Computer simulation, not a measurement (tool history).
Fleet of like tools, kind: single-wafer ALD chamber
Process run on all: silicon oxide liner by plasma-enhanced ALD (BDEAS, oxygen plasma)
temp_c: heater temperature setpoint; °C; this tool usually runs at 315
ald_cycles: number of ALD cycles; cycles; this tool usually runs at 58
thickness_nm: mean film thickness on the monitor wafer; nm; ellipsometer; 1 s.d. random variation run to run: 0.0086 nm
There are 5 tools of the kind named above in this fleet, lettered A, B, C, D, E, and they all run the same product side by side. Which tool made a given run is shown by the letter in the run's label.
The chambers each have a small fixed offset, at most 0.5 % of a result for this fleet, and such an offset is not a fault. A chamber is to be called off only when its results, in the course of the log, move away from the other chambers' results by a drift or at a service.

| run | hour | temp_c | ald_cycles | read-back reference wafer on the same gauge, thickness_nm | thickness_nm |
|---|---|---|---|---|---|
| 1C | 2.9 | 315 | 58 | 5.9311 | 5.2852 |
| 2A | 6.4 | 315 | 58 | 5.9313 | 5.2815 |
| 3D | 10.6 | 315 | 58 | 5.9324 | 5.2988 |
| 4E | 14.4 | 315 | 58 | 5.9355 | 5.3048 |
| 5B | 19 | 325 | 58 | 5.9355 | 5.2243 |
| 6C | 21.8 | 325 | 58 | 5.9344 | 5.2213 |
| 7B | 27.7 | 325 | 58 | 5.9351 | 5.2134 |
| 8D | 31.3 | 325 | 58 | 5.9368 | 5.2319 |
| 9A | 35.6 | 325 | 58 | 5.9397 | 5.1796 |
| 10E | 38.5 | 315 | 58 | 5.9374 | 5.2745 |
| 11D | 41.9 | 315 | 58 | 5.9386 | 5.3085 |
| 12C | 46.2 | 315 | 58 | 5.9396 | 5.299 |
| 13A | 51.5 | 315 | 58 | 5.9401 | 5.2899 |
| 14E | 55 | 315 | 58 | 5.9427 | 5.2991 |
| 15B | 58.8 | 315 | 58 | 5.9405 | 5.3012 |
| 16E | 62.9 | 315 | 58 | 5.9435 | 5.2876 |
| 17C | 68.9 | 315 | 58 | 5.9474 | 5.2941 |
| 18A | 73.5 | 315 | 58 | 5.9457 | 5.2855 |
| 19D | 77.8 | 315 | 58 | 5.9477 | 5.3237 |
| 20B | 83.1 | 315 | 58 | 5.9484 | 5.3017 |
| 21C | 86.1 | 315 | 58 | 5.9509 | 5.2958 |
| 22D | 89.1 | 315 | 58 | 5.9475 | 5.3034 |
| 23A | 94 | 315 | 58 | 5.9536 | 5.2802 |
| 24E | 98.4 | 315 | 58 | 5.9507 | 5.3091 |
| 25B | 103.8 | 315 | 58 | 5.9523 | 5.3131 |
| 26D | 107.4 | 315 | 58 | 5.9521 | 5.3057 |
| 27B | 112 | 315 | 58 | 5.9524 | 5.3118 |
| 28C | 115 | 315 | 58 | 5.9568 | 5.3032 |
| 29E | 121.2 | 315 | 58 | 5.9557 | 5.3024 |
| 30A | 125.6 | 315 | 58 | 5.9558 | 5.2906 |
| 31B | 130.7 | 301 | 66 | 5.9565 | 6.1642 |
| 32A | 134.6 | 301 | 66 | 5.9569 | 6.1394 |
| 33E | 140.2 | 301 | 66 | 5.9589 | 6.1545 |
| 34C | 143.6 | 301 | 66 | 5.9621 | 6.1682 |
| 35D | 149.2 | 301 | 66 | 5.9603 | 6.1723 |
| 36D | 155.2 | 315 | 58 | 5.9617 | 5.3273 |
| 37B | 160.4 | 315 | 58 | 5.9615 | 5.3267 |
| 38C | 166.5 | 315 | 58 | 5.966 | 5.3225 |
| 39A | 170 | 315 | 58 | 5.9657 | 5.3084 |
| 40E | 175.1 | 315 | 58 | 5.9669 | 5.3167 |
| 41E | 180.1 | 315 | 58 | 5.9693 | 5.3262 |
| 42A | 183.1 | 315 | 58 | 5.9676 | 5.3016 |

For the next run the whole fleet of 5 chambers uses the same settings. Give each chamber's results:
| 43A | 187.7 | 315 | 58 |  | ? |
| 43B | 187.7 | 315 | 58 |  | ? |
| 43C | 187.7 | 315 | 58 |  | ? |
| 43D | 187.7 | 315 | 58 |  | ? |
| 43E | 187.7 | 315 | 58 |  | ? |

| run | thickness_nm |
|---|---|
| 43A | 5.3053 |
| 43B | 5.311 |
| 43C | 5.3173 |
| 43D | 5.3275 |
| 43E | 5.3313 |
